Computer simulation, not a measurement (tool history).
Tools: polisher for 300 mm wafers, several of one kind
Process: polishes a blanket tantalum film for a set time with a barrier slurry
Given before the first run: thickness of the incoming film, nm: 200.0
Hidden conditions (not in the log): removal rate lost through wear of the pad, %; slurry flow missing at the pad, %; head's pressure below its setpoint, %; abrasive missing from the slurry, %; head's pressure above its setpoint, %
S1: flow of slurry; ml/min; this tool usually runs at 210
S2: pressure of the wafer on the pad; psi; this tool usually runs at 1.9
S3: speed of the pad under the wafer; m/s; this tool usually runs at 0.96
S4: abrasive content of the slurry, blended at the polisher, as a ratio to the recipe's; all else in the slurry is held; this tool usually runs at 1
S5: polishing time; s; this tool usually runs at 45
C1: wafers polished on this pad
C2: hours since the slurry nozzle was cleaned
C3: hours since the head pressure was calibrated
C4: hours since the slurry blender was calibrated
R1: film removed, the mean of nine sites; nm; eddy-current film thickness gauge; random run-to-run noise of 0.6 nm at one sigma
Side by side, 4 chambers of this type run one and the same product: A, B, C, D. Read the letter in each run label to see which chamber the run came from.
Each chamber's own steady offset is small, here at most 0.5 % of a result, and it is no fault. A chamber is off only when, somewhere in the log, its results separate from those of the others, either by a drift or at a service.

| run | hour | S1 | S2 | S3 | S4 | S5 | C1 | C2 | C3 | C4 | R1 |
|---|---|---|---|---|---|---|---|---|---|---|---|
| 1C | 7.6 | 210 | 1.9 | 0.96 | 1 | 45 | 576 | 229.9 | 129.8 | 242.8 | 79.742 |
| 2D | 14.1 | 210 | 1.9 | 0.96 | 1 | 45 | 354 | 140 | 83.9 | 76.8 | 81.442 |
|  | 14.9 | chamber C: worn pad replaced by a new one |
| 3A | 20.6 | 210 | 1.9 | 0.96 | 1 | 45 | 430 | 433 | 309.9 | 48.4 | 80.158 |
|  | 24.6 | chamber B: worn pad replaced by a new one |
| 4B | 28.8 | 210 | 1.9 | 0.96 | 1 | 45 | 44 | 435.7 | 147 | 231 | 81.079 |
| 5D | 34.6 | 210 | 2.5 | 0.96 | 1 | 45 | 569 | 160.5 | 104.4 | 97.3 | 107.12 |
| 6A | 41.6 | 210 | 2.5 | 0.96 | 1 | 45 | 650 | 454 | 330.9 | 69.4 | 104.43 |
| 7C | 51.3 | 210 | 2.5 | 0.96 | 1 | 45 | 382 | 273.6 | 173.5 | 286.5 | 106.6 |
|  | 51.8 | chamber B: slurry nozzle cleaned |
| 8B | 61.4 | 210 | 2.5 | 0.96 | 1 | 45 | 386 | 9.7 | 179.6 | 263.6 | 105.09 |
| 9D | 70 | 210 | 1.9 | 0.96 | 1 | 45 | 940 | 195.9 | 139.8 | 132.7 | 80.533 |
| 10B | 78.1 | 210 | 1.9 | 0.96 | 1 | 45 | 561 | 26.4 | 196.3 | 280.3 | 80.556 |
|  | 82.7 | chamber C: slurry blender recalibrated |
|  | 83.1 | chamber B: worn pad replaced by a new one |
|  | 86.6 | chamber C: worn pad replaced by a new one |
| 11C | 89.4 | 210 | 1.9 | 0.96 | 1 | 45 | 29 | 311.7 | 211.6 | 6.7 | 81.398 |
|  | 97.7 | chamber A: slurry nozzle cleaned |
| 12A | 98.1 | 210 | 1.3 | 0.96 | 1 | 45 | 1243 | 0.4 | 387.4 | 125.9 | 54.5 |
| 13A | 106.2 | 210 | 1.3 | 0.96 | 1 | 45 | 1327 | 8.5 | 395.5 | 134 | 54.416 |
|  | 106.5 | chamber D: worn pad replaced by a new one |
|  | 111.1 | chamber D: slurry blender recalibrated |
| 14B | 117.6 | 210 | 1.3 | 0.96 | 1 | 45 | 362 | 65.9 | 235.8 | 319.8 | 54.375 |
| 15C | 128.8 | 210 | 1.3 | 0.96 | 1 | 45 | 442 | 351.1 | 251 | 46.1 | 54.566 |
| 16D | 136.9 | 210 | 1.9 | 0.96 | 1 | 45 | 319 | 262.8 | 206.7 | 25.8 | 80.122 |
|  | 141.3 | chamber B: slurry blender recalibrated |
| 17B | 142.4 | 210 | 1.9 | 0.96 | 1 | 45 | 622 | 90.7 | 260.6 | 1.1 | 80.652 |
|  | 150.4 | chamber C: worn pad replaced by a new one |
| 18C | 150.9 | 210 | 1.9 | 0.96 | 1 | 45 | 5 | 373.2 | 273.1 | 68.2 | 80.121 |
|  | 153.6 | chamber B: worn pad replaced by a new one |
| 19D | 160.1 | 210 | 1.9 | 0.96 | 1 | 45 | 562 | 286 | 229.9 | 49 | 81.83 |
| 20A | 165.8 | 210 | 1.9 | 0.96 | 1 | 45 | 1952 | 68.1 | 455.1 | 193.6 | 77.814 |
| 21B | 172.1 | 210 | 1.9 | 0.96 | 1 | 45 | 193 | 120.4 | 290.3 | 30.8 | 80.064 |
| 22D | 178 | 210 | 1.9 | 0.96 | 1 | 45 | 750 | 303.9 | 247.8 | 66.9 | 80.629 |
| 23C | 188.8 | 210 | 1.9 | 0.96 | 1.2 | 45 | 403 | 411.1 | 311 | 106.1 | 85.336 |
| 24A | 194.8 | 210 | 1.9 | 0.96 | 1.2 | 45 | 2256 | 97.1 | 484.1 | 222.6 | 81.278 |
| 25D | 203.2 | 210 | 1.9 | 0.96 | 1.2 | 45 | 1014 | 329.1 | 273 | 92.1 | 85.884 |
| 26A | 208.4 | 210 | 1.9 | 0.96 | 1.2 | 45 | 2399 | 110.7 | 497.7 | 236.2 | 80.637 |
| 27C | 215.2 | 210 | 1.9 | 0.96 | 1 | 55 | 679 | 437.5 | 337.4 | 132.5 | 98.747 |
|  | 217.8 | chamber B: worn pad replaced by a new one |
| 28B | 221.7 | 210 | 1.9 | 0.96 | 1 | 55 | 41 | 170 | 339.9 | 80.4 | 98.251 |
|  | 224.1 | chamber C: worn pad replaced by a new one |
| 29D | 229 | 210 | 1.9 | 0.96 | 1 | 55 | 1285 | 354.9 | 298.8 | 117.9 | 98.159 |
| 30A | 239.4 | 210 | 1.9 | 0.96 | 1 | 55 | 2724 | 141.7 | 528.7 | 267.2 | 93.765 |
| 31B | 249.6 | 210 | 1.9 | 0.96 | 1 | 45 | 333 | 197.9 | 367.8 | 108.3 | 80.577 |
|  | 250.5 | chamber D: worn pad replaced by a new one |
| 32C | 260.6 | 210 | 1.9 | 0.96 | 1 | 45 | 382 | 482.9 | 382.8 | 177.9 | 80.357 |
|  | 269.1 | chamber D: slurry blender recalibrated |
| 33A | 270.3 | 210 | 1.9 | 0.96 | 1 | 45 | 3048 | 172.6 | 559.6 | 298.1 | 75.423 |
|  | 276.6 | chamber A: slurry blender recalibrated |
| 34C | 281.5 | 210 | 1.9 | 0.96 | 1 | 45 | 602 | 503.8 | 403.7 | 198.8 | 81.454 |
| 35B | 287.9 | 210 | 1.9 | 0.96 | 1 | 45 | 735 | 236.2 | 406.1 | 146.6 | 79.289 |
|  | 291.3 | chamber C: worn pad replaced by a new one |
|  | 296.4 | chamber B: worn pad replaced by a new one |
| 36D | 298.8 | 210 | 1.9 | 0.96 | 1 | 45 | 506 | 424.7 | 368.6 | 29.7 | 81.129 |
| 37C | 306.2 | 210 | 1.9 | 0.96 | 1 | 45 | 156 | 528.5 | 428.4 | 223.5 | 80.858 |
| 38B | 317.6 | 210 | 1.9 | 0.96 | 1 | 45 | 222 | 265.9 | 435.8 | 176.3 | 80.383 |
|  | 319 | chamber D: slurry nozzle cleaned |
| 39A | 328.2 | 210 | 1.9 | 0.96 | 1 | 45 | 3655 | 230.5 | 617.5 | 51.7 | 73.16 |
| 40D | 333.9 | 210 | 1.6 | 0.96 | 0.75 | 45 | 874 | 14.9 | 403.7 | 64.8 | 62.007 |
| 41C | 343 | 210 | 1.6 | 0.96 | 0.75 | 45 | 542 | 565.3 | 465.2 | 260.3 | 62.191 |

All chambers now run identical settings, listed one chamber a line with results as question marks. What results will each chamber show?
| 42A | 351.2 | 210 | 1.9 | 0.96 | 1 | 45 |  |  |  |  | ? |
| 42B | 351.2 | 210 | 1.9 | 0.96 | 1 | 45 |  |  |  |  | ? |
| 42C | 351.2 | 210 | 1.9 | 0.96 | 1 | 45 |  |  |  |  | ? |
| 42D | 351.2 | 210 | 1.9 | 0.96 | 1 | 45 |  |  |  |  | ? |

| run | R1 |
|---|---|
| 42A | 72.699 |
| 42B | 79.59 |
| 42C | 80.926 |
| 42D | 81.415 |
